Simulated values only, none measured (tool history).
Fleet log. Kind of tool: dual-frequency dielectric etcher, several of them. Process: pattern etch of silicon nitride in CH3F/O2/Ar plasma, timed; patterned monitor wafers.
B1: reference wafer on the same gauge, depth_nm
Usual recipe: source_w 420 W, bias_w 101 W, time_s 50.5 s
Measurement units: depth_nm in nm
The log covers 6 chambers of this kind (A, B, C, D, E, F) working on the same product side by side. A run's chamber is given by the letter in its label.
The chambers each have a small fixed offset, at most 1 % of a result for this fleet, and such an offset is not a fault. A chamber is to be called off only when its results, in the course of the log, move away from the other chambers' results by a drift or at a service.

{"run": "1E", "hour": 13.6, "source_w": 420, "bias_w": 101, "time_s": 50.5, "B1": 42.894, "depth_nm": 41.122}
{"run": "2F", "hour": 24.3, "source_w": 420, "bias_w": 101, "time_s": 50.5, "B1": 42.9, "depth_nm": 40.134}
{"run": "3D", "hour": 34.0, "source_w": 420, "bias_w": 101, "time_s": 50.5, "B1": 42.91, "depth_nm": 39.964}
{"run": "4B", "hour": 45.4, "source_w": 420, "bias_w": 101, "time_s": 50.5, "B1": 42.936, "depth_nm": 40.472}
{"run": "5A", "hour": 53.4, "source_w": 420, "bias_w": 101, "time_s": 50.5, "B1": 42.905, "depth_nm": 40.651}
{"run": "6C", "hour": 61.0, "source_w": 420, "bias_w": 101, "time_s": 50.5, "B1": 42.892, "depth_nm": 41.105}
{"run": "7E", "hour": 72.8, "source_w": 420, "bias_w": 101, "time_s": 50.5, "B1": 42.935, "depth_nm": 40.92}
{"hour": 73.7, "done": "chamber D: bias power generator calibrated"}
{"run": "8C", "hour": 87.3, "source_w": 420, "bias_w": 101, "time_s": 50.5, "B1": 42.944, "depth_nm": 40.602}
{"run": "9B", "hour": 96.7, "source_w": 420, "bias_w": 101, "time_s": 50.5, "B1": 42.907, "depth_nm": 41.057}
{"run": "10F", "hour": 105.9, "source_w": 420, "bias_w": 123, "time_s": 40.5, "B1": 42.858, "depth_nm": 34.83}
{"run": "11A", "hour": 113.0, "source_w": 420, "bias_w": 123, "time_s": 40.5, "B1": 42.87, "depth_nm": 35.153}
{"hour": 120.0, "done": "chamber C: wet clean of the chamber"}
{"run": "12D", "hour": 125.0, "source_w": 420, "bias_w": 123, "time_s": 40.5, "B1": 42.844, "depth_nm": 34.755}
{"run": "13A", "hour": 132.5, "source_w": 420, "bias_w": 123, "time_s": 40.5, "B1": 42.908, "depth_nm": 34.906}
{"run": "14D", "hour": 146.5, "source_w": 420, "bias_w": 123, "time_s": 40.5, "B1": 42.863, "depth_nm": 35.255}
{"run": "15B", "hour": 159.3, "source_w": 420, "bias_w": 123, "time_s": 40.5, "B1": 42.908, "depth_nm": 35.09}
{"run": "16F", "hour": 170.0, "source_w": 420, "bias_w": 101, "time_s": 50.5, "B1": 42.901, "depth_nm": 39.564}
{"hour": 171.8, "done": "chamber B: wet clean of the chamber"}
{"run": "17C", "hour": 178.9, "source_w": 420, "bias_w": 101, "time_s": 50.5, "B1": 42.859, "depth_nm": 40.773}
{"run": "18E", "hour": 191.8, "source_w": 420, "bias_w": 101, "time_s": 50.5, "B1": 42.914, "depth_nm": 40.899}
{"hour": 198.9, "done": "chamber D: wet clean of the chamber"}
{"run": "19A", "hour": 200.8, "source_w": 420, "bias_w": 84, "time_s": 50.5, "B1": 42.84, "depth_nm": 38.288}
{"run": "20C", "hour": 213.1, "source_w": 420, "bias_w": 84, "time_s": 50.5, "B1": 42.866, "depth_nm": 37.543}
{"run": "21F", "hour": 227.4, "source_w": 420, "bias_w": 84, "time_s": 50.5, "B1": 42.907, "depth_nm": 36.955}
{"run": "22B", "hour": 234.4, "source_w": 420, "bias_w": 84, "time_s": 50.5, "B1": 42.894, "depth_nm": 38.513}
{"run": "23D", "hour": 246.8, "source_w": 420, "bias_w": 84, "time_s": 50.5, "B1": 42.887, "depth_nm": 37.895}
{"run": "24E", "hour": 260.8, "source_w": 420, "bias_w": 84, "time_s": 50.5, "B1": 42.975, "depth_nm": 38.29}
{"run": "25D", "hour": 270.3, "source_w": 420, "bias_w": 101, "time_s": 50.5, "B1": 42.899, "depth_nm": 40.476}
{"run": "26C", "hour": 277.6, "source_w": 420, "bias_w": 101, "time_s": 50.5, "B1": 42.911, "depth_nm": 40.546}
{"hour": 279.0, "done": "chamber E: wet clean of the chamber"}
{"run": "27F", "hour": 290.1, "source_w": 420, "bias_w": 101, "time_s": 50.5, "B1": 42.864, "depth_nm": 39.716}
{"run": "28B", "hour": 297.4, "source_w": 420, "bias_w": 101, "time_s": 50.5, "B1": 42.901, "depth_nm": 40.81}
{"run": "29A", "hour": 304.3, "source_w": 420, "bias_w": 101, "time_s": 50.5, "B1": 42.891, "depth_nm": 40.783}
{"run": "30E", "hour": 311.0, "source_w": 420, "bias_w": 101, "time_s": 50.5, "B1": 42.886, "depth_nm": 41.034}
{"run": "31A", "hour": 324.6, "source_w": 420, "bias_w": 101, "time_s": 50.5, "B1": 42.875, "depth_nm": 40.664}
{"run": "32D", "hour": 331.8, "source_w": 420, "bias_w": 101, "time_s": 50.5, "B1": 42.895, "depth_nm": 40.74}
{"run": "33E", "hour": 342.2, "source_w": 420, "bias_w": 101, "time_s": 65, "B1": 42.919, "depth_nm": 53.042}
{"run": "34B", "hour": 351.6, "source_w": 420, "bias_w": 101, "time_s": 65, "B1": 42.868, "depth_nm": 52.415}
{"run": "35F", "hour": 365.1, "source_w": 420, "bias_w": 101, "time_s": 65, "B1": 42.921, "depth_nm": 50.452}
{"run": "36C", "hour": 372.6, "source_w": 420, "bias_w": 101, "time_s": 65, "B1": 42.934, "depth_nm": 52.221}
{"run": "37C", "hour": 387.8, "source_w": 420, "bias_w": 101, "time_s": 65, "B1": 42.894, "depth_nm": 52.552}
{"run": "38D", "hour": 400.4, "source_w": 420, "bias_w": 101, "time_s": 65, "B1": 42.876, "depth_nm": 52.099}
{"run": "39E", "hour": 414.4, "source_w": 420, "bias_w": 101, "time_s": 50.5, "B1": 42.893, "depth_nm": 40.786}
{"run": "40F", "hour": 425.0, "source_w": 420, "bias_w": 101, "time_s": 50.5, "B1": 42.985, "depth_nm": 38.536}
{"run": "41B", "hour": 435.0, "source_w": 420, "bias_w": 101, "time_s": 50.5, "B1": 42.89, "depth_nm": 40.562}

Next, all 6 chambers run the settings below, one line each with question marks for the results. What does each chamber give?
{"run": "42A", "hour": 445.9, "source_w": 420, "bias_w": 101, "time_s": 50.5, "depth_nm": "?"}
{"run": "42B", "hour": 445.9, "source_w": 420, "bias_w": 101, "time_s": 50.5, "depth_nm": "?"}
{"run": "42C", "hour": 445.9, "source_w": 420, "bias_w": 101, "time_s": 50.5, "depth_nm": "?"}
{"run": "42D", "hour": 445.9, "source_w": 420, "bias_w": 101, "time_s": 50.5, "depth_nm": "?"}
{"run": "42E", "hour": 445.9, "source_w": 420, "bias_w": 101, "time_s": 50.5, "depth_nm": "?"}
{"run": "42F", "hour": 445.9, "source_w": 420, "bias_w": 101, "time_s": 50.5, "depth_nm": "?"}

run=42A depth_nm=40.336
run=42B depth_nm=40.915
run=42C depth_nm=40.74
run=42D depth_nm=40.462
run=42E depth_nm=41.052
run=42F depth_nm=38.316

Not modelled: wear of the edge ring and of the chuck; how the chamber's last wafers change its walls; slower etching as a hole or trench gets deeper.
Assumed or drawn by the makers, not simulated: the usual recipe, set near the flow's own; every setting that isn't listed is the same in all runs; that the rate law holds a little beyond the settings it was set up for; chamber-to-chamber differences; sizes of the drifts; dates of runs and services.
